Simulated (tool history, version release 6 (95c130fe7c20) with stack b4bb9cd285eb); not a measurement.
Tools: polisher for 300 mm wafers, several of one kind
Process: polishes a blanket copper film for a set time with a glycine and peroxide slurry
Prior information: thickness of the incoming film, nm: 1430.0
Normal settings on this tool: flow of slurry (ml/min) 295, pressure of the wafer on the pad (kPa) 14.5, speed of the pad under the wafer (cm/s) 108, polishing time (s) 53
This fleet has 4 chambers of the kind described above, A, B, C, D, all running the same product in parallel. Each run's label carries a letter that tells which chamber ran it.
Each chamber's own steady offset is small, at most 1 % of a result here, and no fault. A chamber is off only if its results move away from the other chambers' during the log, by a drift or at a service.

run,day,flow of slurry (ml/min),pressure of the wafer on the pad (kPa),speed of the pad under the wafer (cm/s),polishing time (s),wafers polished on this pad,hours since the slurry nozzle was cleaned,hours since the head pressure was calibrated,film removed (nm)
# day 0.046: chamber C: worn pad replaced by a new one
1A,0.367,295,14.5,108,53,742,87.1,1036.7,210.40
# day 0.546: chamber D: worn pad replaced by a new one
2B,0.825,295,14.5,108,53,789,459.1,561.6,211.49
3D,1.096,295,14.5,108,53,182,400.3,284.7,215.31
4C,1.346,295,14.5,108,53,431,441.2,189.3,206.95
5B,1.688,295,14.5,108,53,1075,479.8,582.3,208.76
6D,1.967,380,14.5,108,53,471,421.2,305.6,214.06
# day 2.021: chamber B: worn pad replaced by a new one
7C,2.362,380,14.5,108,53,768,465.6,213.7,210.48
8A,2.717,380,14.5,108,53,1521,143.5,1093.1,210.06
# day 2.779: chamber C: worn pad replaced by a new one
9C,2.958,380,14.5,108,53,60,479.9,228.0,210.88
# day 3.104: chamber D: worn pad replaced by a new one
10B,3.254,295,14.5,108,53,409,517.4,619.9,208.21
# day 3.546: chamber B: slurry nozzle cleaned
11D,3.708,295,14.5,108,53,200,463.0,347.4,211.61
12A,4.150,295,14.5,108,53,1996,177.9,1127.5,207.03
13A,4.638,295,14.5,108,53,2157,189.6,1139.2,212.26
14D,5.017,295,14.5,108,53,634,494.4,378.8,213.33
15B,5.233,295,14.5,108,53,1065,40.6,667.4,205.20
# day 5.292: chamber D: worn pad replaced by a new one
16C,5.679,295,14.5,108,53,962,545.2,293.3,203.99
# day 5.929: chamber B: worn pad replaced by a new one
# day 6.092: chamber C: worn pad replaced by a new one
17D,6.096,295,11.0,108,39,267,520.3,404.7,125.03
18B,6.392,295,11.0,108,39,153,68.4,695.2,123.84
19C,6.812,295,11.0,108,39,239,572.4,320.5,123.33
20A,7.125,295,11.0,108,39,2982,249.3,1198.9,123.46
# day 7.504: chamber D: worn pad replaced by a new one
21D,7.612,295,14.5,108,53,36,556.7,441.1,213.05
22B,7.971,295,14.5,108,53,676,106.3,733.1,207.84
23C,8.392,295,14.5,108,53,763,610.3,358.4,209.28
24A,8.792,295,14.5,108,53,3535,289.3,1238.9,199.92
# day 8.796: chamber C: slurry nozzle cleaned
# day 9.033: chamber C: worn pad replaced by a new one
25C,9.279,295,14.5,108,53,82,11.7,379.7,209.99
26A,9.492,295,14.5,108,53,3767,306.1,1255.7,197.97
# day 9.562: chamber D: worn pad replaced by a new one
27B,9.758,295,14.5,108,53,1269,149.2,776.0,212.88
# day 9.908: chamber B: worn pad replaced by a new one
28D,10.125,295,14.5,108,53,186,617.0,501.4,209.94
29A,10.446,295,14.5,108,53,4083,329.0,1278.6,192.66
30B,10.738,295,14.5,108,53,276,172.7,799.5,209.02
31D,11.179,295,14.5,108,53,536,642.3,526.7,211.21
32C,11.425,295,14.5,108,53,794,63.2,431.2,207.97

Is one chamber out of step, is the gauge drifting, or do the chambers differ by no more than their own small offsets? For an off chamber, give its letter and the likeliest cause.

It is chamber A that slowly wanders off from its peers.
Most likely cause: removal rate lost through wear of the pad, % = 7.89.
With only this log, it may be confused with: head's pressure below its setpoint, %.

Which of the 4 candidates below, each the usual settings with something changed and its results left as question marks, puts chamber A back in line with what the other chambers give on the usual settings?
Counts as in line when no further than this from what the other chambers average on the usual settings: film removed (nm) 7.70
33A-1,11.775,290,13.1,108,53,,,,?
33A-2,11.775,295,13.8,102,49,,,,?
33A-3,11.775,295,14.5,130,53,,,,?
33A-4,11.775,295,14.5,112,56,,,,?

Average result of the remaining chambers running the usual settings: film removed (nm) 208.92
run,film removed (nm)
33A-1,178.56
33A-2,164.49
33A-3,224.44
33A-4,210.16
33A-4 brings the chamber back in line.

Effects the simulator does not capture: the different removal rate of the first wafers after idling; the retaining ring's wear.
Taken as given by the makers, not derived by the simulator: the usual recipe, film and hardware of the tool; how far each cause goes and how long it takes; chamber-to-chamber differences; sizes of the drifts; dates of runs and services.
